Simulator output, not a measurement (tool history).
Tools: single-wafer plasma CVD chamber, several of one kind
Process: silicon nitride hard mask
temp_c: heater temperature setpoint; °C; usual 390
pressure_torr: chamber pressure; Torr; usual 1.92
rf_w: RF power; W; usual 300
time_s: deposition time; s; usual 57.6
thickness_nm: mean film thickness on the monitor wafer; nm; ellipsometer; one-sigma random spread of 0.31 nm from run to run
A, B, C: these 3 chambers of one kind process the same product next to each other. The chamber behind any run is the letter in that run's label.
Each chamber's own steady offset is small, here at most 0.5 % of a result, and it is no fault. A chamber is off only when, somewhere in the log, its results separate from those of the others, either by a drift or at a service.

| run | hour | temp_c | pressure_torr | rf_w | time_s | hours since the last thermocouple change | hours since the last RF generator calibration | hours since the last manometer calibration | read-back reference wafer on the same gauge, thickness_nm | thickness_nm |
|---|---|---|---|---|---|---|---|---|---|---|
| 1A | 5.4 | 390 | 1.92 | 300 | 57.6 | 846.5 | 189.5 | 436 | 77.851 | 70.336 |
| 2B | 14.9 | 390 | 1.92 | 300 | 57.6 | 1622.5 | 1060.4 | 525.5 | 77.772 | 70.386 |
| 3C | 23.2 | 390 | 1.92 | 300 | 57.6 | 306.9 | 381.5 | 459 | 77.793 | 69.643 |
| 4C | 33.8 | 390 | 1.92 | 300 | 57.6 | 317.5 | 392.1 | 469.6 | 77.917 | 69.775 |
| 5A | 39.4 | 390 | 1.92 | 300 | 67.6 | 880.5 | 223.5 | 470 | 77.788 | 82.589 |
| 6B | 50.9 | 390 | 1.92 | 300 | 67.6 | 1658.5 | 1096.4 | 561.5 | 77.809 | 82.301 |
| 7A | 61.7 | 390 | 1.92 | 300 | 67.6 | 902.8 | 245.8 | 492.3 | 77.751 | 82.017 |
| 8C | 67.9 | 390 | 1.92 | 300 | 57.6 | 351.6 | 426.2 | 503.7 | 77.789 | 69.283 |
| 9B | 76.8 | 390 | 1.92 | 300 | 57.6 | 1684.4 | 1122.3 | 587.4 | 77.773 | 69.849 |
| 10A | 84 | 390 | 1.92 | 300 | 57.6 | 925.1 | 268.1 | 514.6 | 77.872 | 70.256 |
| 11C | 94.1 | 390 | 1.92 | 300 | 57.6 | 377.8 | 452.4 | 529.9 | 77.774 | 69.248 |
| 12B | 102.8 | 390 | 1.92 | 300 | 57.6 | 1710.4 | 1148.3 | 613.4 | 77.745 | 69.888 |
| 13A | 113.9 | 390 | 1.92 | 300 | 57.6 | 955 | 298 | 544.5 | 77.796 | 69.374 |
| 14C | 120 | 390 | 1.92 | 300 | 57.6 | 403.7 | 478.3 | 555.8 | 77.814 | 68.701 |
| 15B | 127.2 | 390 | 1.92 | 300 | 57.6 | 1734.8 | 1172.7 | 637.8 | 77.809 | 70.004 |
| 16A | 132.6 | 390 | 2.23 | 300 | 65.6 | 973.7 | 316.7 | 563.2 | 77.782 | 82.856 |
| 17C | 139.1 | 390 | 2.23 | 300 | 65.6 | 422.8 | 497.4 | 574.9 | 77.772 | 81.724 |
| 18B | 148.6 | 390 | 2.23 | 300 | 65.6 | 1756.2 | 1194.1 | 659.2 | 77.826 | 83.578 |
| 19B | 156.6 | 390 | 1.92 | 300 | 57.6 | 1764.2 | 1202.1 | 667.2 | 77.768 | 70.758 |
| 20C | 164.2 | 390 | 1.92 | 300 | 57.6 | 447.9 | 522.5 | 600 | 77.785 | 68.297 |
| 21A | 172.1 | 390 | 1.92 | 300 | 57.6 | 1013.2 | 356.2 | 602.7 | 77.851 | 69.57 |
| 22A | 182.6 | 390 | 1.92 | 300 | 57.6 | 1023.7 | 366.7 | 613.2 | 77.806 | 69.861 |
| 23C | 189.8 | 390 | 1.92 | 300 | 57.6 | 473.5 | 548.1 | 625.6 | 77.835 | 68.282 |
| 24B | 201.4 | 390 | 1.92 | 300 | 57.6 | 1809 | 1246.9 | 712 | 77.705 | 70.821 |
| 25B | 210.9 | 390 | 1.92 | 300 | 57.6 | 1818.5 | 1256.4 | 721.5 | 77.778 | 70.073 |
| 26C | 219.1 | 390 | 1.92 | 300 | 57.6 | 502.8 | 577.4 | 654.9 | 77.827 | 67.888 |
| 27A | 230 | 390 | 1.92 | 300 | 57.6 | 1071.1 | 414.1 | 660.6 | 77.784 | 70.069 |
| 28C | 241.4 | 390 | 1.92 | 300 | 57.6 | 525.1 | 599.7 | 677.2 | 77.942 | 67.566 |
| 29B | 250.4 | 390 | 1.92 | 300 | 57.6 | 1858 | 1295.9 | 761 | 77.772 | 69.76 |
| 30A | 256.4 | 390 | 1.92 | 300 | 57.6 | 1097.5 | 440.5 | 687 | 77.722 | 69.727 |
| 31B | 264.2 | 390 | 1.92 | 300 | 57.6 | 1871.8 | 1309.7 | 774.8 | 77.757 | 70.088 |

Does one chamber stand apart from the rest, does the shared gauge drift, or is all well apart from small per-chamber offsets? Give the chamber and the most likely cause, where there is one.

One chamber, C, drifts off from the rest bit by bit.
Likeliest cause: delivered RF power below the setpoint (%) = 5.63.

Chamber C could run next with any of the 4 candidate recipes listed below; each alters the usual settings, and their results appear as question marks. Which one brings its results back in line with what the other chambers deliver on the usual settings?
A result is in line if it is within this distance of the other chambers' mean on the usual settings: thickness_nm 1.1 nm
| 32C-1 | 272.6 | 390 | 1.88 | 290 | 54.5 |  |  |  |  | ? |
| 32C-2 | 272.6 | 390 | 1.92 | 300 | 60 |  |  |  |  | ? |
| 32C-3 | 272.6 | 390 | 1.98 | 300 | 61.9 |  |  |  |  | ? |
| 32C-4 | 272.6 | 390 | 1.9 | 295 | 56.1 |  |  |  |  | ? |

What the other chambers average on the usual settings: thickness_nm 70.123 nm
| run | thickness_nm |
|---|---|
| 32C-1 | 61.914 |
| 32C-2 | 70.127 |
| 32C-3 | 72.95 |
| 32C-4 | 64.652 |
32C-2 puts the chamber back in line with the other chambers.
